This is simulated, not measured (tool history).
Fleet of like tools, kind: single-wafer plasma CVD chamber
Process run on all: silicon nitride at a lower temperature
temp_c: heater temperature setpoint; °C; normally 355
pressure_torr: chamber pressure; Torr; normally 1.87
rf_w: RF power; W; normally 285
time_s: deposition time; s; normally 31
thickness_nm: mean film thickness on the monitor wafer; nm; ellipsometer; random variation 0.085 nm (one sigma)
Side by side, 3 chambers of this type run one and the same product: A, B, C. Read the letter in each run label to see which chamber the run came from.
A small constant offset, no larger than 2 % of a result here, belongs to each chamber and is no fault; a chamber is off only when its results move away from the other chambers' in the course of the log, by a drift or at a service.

run,hour,temp_c,pressure_torr,rf_w,time_s,"read-back reference wafer on the same gauge, thickness_nm",thickness_nm
1C,3.5,355,1.87,285,31,39.207,37.235
2A,7,355,1.87,285,31,39.202,36.726
3B,10.6,355,1.87,285,31,39.221,36.416
4A,17.6,355,1.87,285,31,39.182,36.507
5C,22.2,355,1.87,285,31,39.186,37.038
6B,26.4,355,1.87,285,31,39.208,36.27
7C,34,348,1.71,285,31,39.192,36.469
8A,39.4,348,1.71,285,31,39.204,35.909
9B,43.4,348,1.71,285,31,39.198,35.587
10B,49.3,355,1.87,285,31,39.186,36.244
11C,53.7,355,1.87,230,31,39.211,31.974
12A,59.5,355,1.87,230,31,39.204,31.516
13C,64.8,355,1.87,230,31,39.184,31.929
14B,72.6,355,1.87,285,31,39.173,36.409
15A,79.6,355,1.87,285,31,39.213,36.75
16B,85.2,355,1.87,285,31,39.191,36.34
17C,89.6,355,1.87,285,31,39.207,37.284
18A,96.2,355,1.87,285,31,39.193,36.678
19C,100.9,355,1.87,285,31,39.194,37.175
20A,106.3,355,1.87,285,31,39.189,36.854
21B,110.8,355,1.87,285,31,39.206,36.264
22C,118,355,1.87,285,31,39.217,37.33
23B,124.4,355,1.87,285,31,39.215,36.444
24A,131.3,355,1.87,285,31,39.203,36.662
25C,138.4,355,1.87,285,31,39.215,37.178
26B,143.8,355,1.87,285,31,39.216,36.457

Predict what each chamber gives when all 3 of them run the settings below next.
27A,149.5,355,1.87,285,31,,?
27B,149.5,355,1.87,285,31,,?
27C,149.5,355,1.87,285,31,,?

run,thickness_nm
27A,36.484
27B,36.43
27C,37.155

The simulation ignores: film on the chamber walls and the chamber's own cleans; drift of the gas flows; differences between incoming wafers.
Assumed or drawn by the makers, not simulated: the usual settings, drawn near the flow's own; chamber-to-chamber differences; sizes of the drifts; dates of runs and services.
